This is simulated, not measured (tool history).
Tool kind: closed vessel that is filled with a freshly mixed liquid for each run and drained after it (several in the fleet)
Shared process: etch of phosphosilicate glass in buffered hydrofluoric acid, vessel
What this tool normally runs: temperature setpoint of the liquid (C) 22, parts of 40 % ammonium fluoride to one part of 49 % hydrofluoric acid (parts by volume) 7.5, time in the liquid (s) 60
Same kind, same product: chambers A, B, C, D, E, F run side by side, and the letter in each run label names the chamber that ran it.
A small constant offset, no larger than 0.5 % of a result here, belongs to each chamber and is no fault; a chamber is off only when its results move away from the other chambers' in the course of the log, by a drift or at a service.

| run | hour | temperature setpoint of the liquid (C) | parts of 40 % ammonium fluoride to one part of 49 % hydrofluoric acid (parts by volume) | time in the liquid (s) | read-back film thickness of the phosphosilicate glass reference wafer, read on the same gauge (nm) | thickness taken off the phosphosilicate glass on a monitor wafer (nm) |
|---|---|---|---|---|---|---|
| 1A | 6.5 | 22 | 7.5 | 60 | 139.97 | 334 |
| 2B | 17.1 | 22 | 7.5 | 60 | 139.97 | 348.52 |
|  | 29.5 | chamber C: hydrofluoric acid flow meter replaced |
| 3F | 29.6 | 22 | 7.5 | 60 | 140.02 | 345.99 |
| 4D | 36.6 | 22 | 7.5 | 60 | 140.01 | 343.29 |
| 5E | 46.9 | 22 | 7.5 | 60 | 139.99 | 337.28 |
| 6C | 56.5 | 22 | 7.5 | 60 | 139.99 | 340.09 |
| 7B | 64.5 | 22 | 7.5 | 60 | 140 | 342.46 |
| 8E | 72.1 | 22 | 7.5 | 60 | 140 | 338.29 |
| 9C | 79.5 | 22 | 6 | 60 | 140 | 433.34 |
|  | 87.3 | chamber F: thermometer replaced |
| 10A | 89.5 | 22 | 6 | 60 | 139.98 | 419.91 |
| 11D | 96.8 | 22 | 6 | 60 | 139.99 | 425.71 |
| 12F | 105.2 | 22 | 6 | 60 | 139.98 | 434.63 |
| 13F | 112.6 | 22 | 6 | 60 | 140 | 424.23 |
| 14E | 119.4 | 22 | 6 | 60 | 139.98 | 417.29 |
| 15A | 128.1 | 22 | 7.5 | 60 | 140.01 | 344.19 |
| 16B | 134.7 | 22 | 7.5 | 60 | 140.01 | 339.72 |
| 17D | 142.6 | 22 | 7.5 | 60 | 140.04 | 345.13 |
| 18C | 153.5 | 22 | 7.5 | 60 | 139.97 | 346.21 |
| 19E | 161 | 22 | 7.5 | 60 | 140 | 338.87 |
| 20B | 172.7 | 18 | 7.5 | 75 | 139.99 | 341.47 |
| 21A | 182.5 | 18 | 7.5 | 75 | 140.01 | 340.58 |
| 22C | 189.1 | 18 | 7.5 | 75 | 140 | 337.81 |
|  | 198.4 | chamber C: thermometer replaced |
| 23D | 199.2 | 18 | 7.5 | 75 | 139.99 | 357.2 |
| 24F | 210.1 | 18 | 7.5 | 75 | 139.97 | 343.12 |
|  | 214.5 | chamber D: thermometer replaced |
| 25F | 223.3 | 18 | 7.5 | 75 | 140.02 | 345.82 |
| 26D | 230 | 22 | 7.5 | 45 | 139.98 | 267.44 |
| 27C | 239.3 | 22 | 7.5 | 45 | 140.01 | 260.25 |
|  | 241.9 | chamber F: hydrofluoric acid flow meter replaced |
| 28E | 252.3 | 22 | 7.5 | 45 | 140 | 255.74 |
| 29B | 260.3 | 22 | 7.5 | 45 | 140 | 259.01 |
| 30A | 267.9 | 22 | 7.5 | 45 | 139.98 | 253.7 |
| 31F | 275.9 | 22 | 7.5 | 45 | 140 | 257.91 |
| 32B | 282.4 | 22 | 7.5 | 60 | 139.96 | 346.26 |
| 33E | 294.6 | 22 | 7.5 | 60 | 139.99 | 341.33 |
| 34A | 304.6 | 22 | 7.5 | 60 | 140.05 | 340.35 |
| 35C | 311.8 | 22 | 7.5 | 60 | 139.99 | 344.99 |
|  | 317.4 | chamber E: thermometer replaced |
| 36D | 319.9 | 22 | 7.5 | 60 | 140 | 367.79 |
| 37E | 326.8 | 22 | 7.5 | 60 | 140 | 342.61 |
| 38D | 334 | 22 | 7.5 | 60 | 139.98 | 372.32 |

Does one chamber stand apart from the rest, does the shared gauge drift, or is all well apart from small per-chamber offsets? Give the chamber and the most likely cause, where there is one.

Little by little, chamber D moves away from the other chambers.
Likeliest cause: hydrofluoric acid flow above the setpoint (%) = 10.7.

Which of the 4 candidates below, each the usual settings with something changed and its results left as question marks, puts chamber D back in line with what the other chambers give on the usual settings?
In-line tolerance around the mean of the other chambers on the usual settings: thickness taken off the phosphosilicate glass on a monitor wafer (nm) 11
| 39D-1 | 343.9 | 20.5 | 8.5 | 60 |  | ? |
| 39D-2 | 343.9 | 22 | 7 | 70 |  | ? |
| 39D-3 | 343.9 | 22.5 | 7.5 | 65 |  | ? |
| 39D-4 | 343.9 | 21.5 | 7.5 | 55 |  | ? |

Other chambers, usual settings, mean: thickness taken off the phosphosilicate glass on a monitor wafer (nm) 341.9
| run | thickness taken off the phosphosilicate glass on a monitor wafer (nm) |
|---|---|
| 39D-1 | 307.5 |
| 39D-2 | 470.95 |
| 39D-3 | 423.39 |
| 39D-4 | 339.02 |
With 39D-4, the chamber falls back in line with the rest.
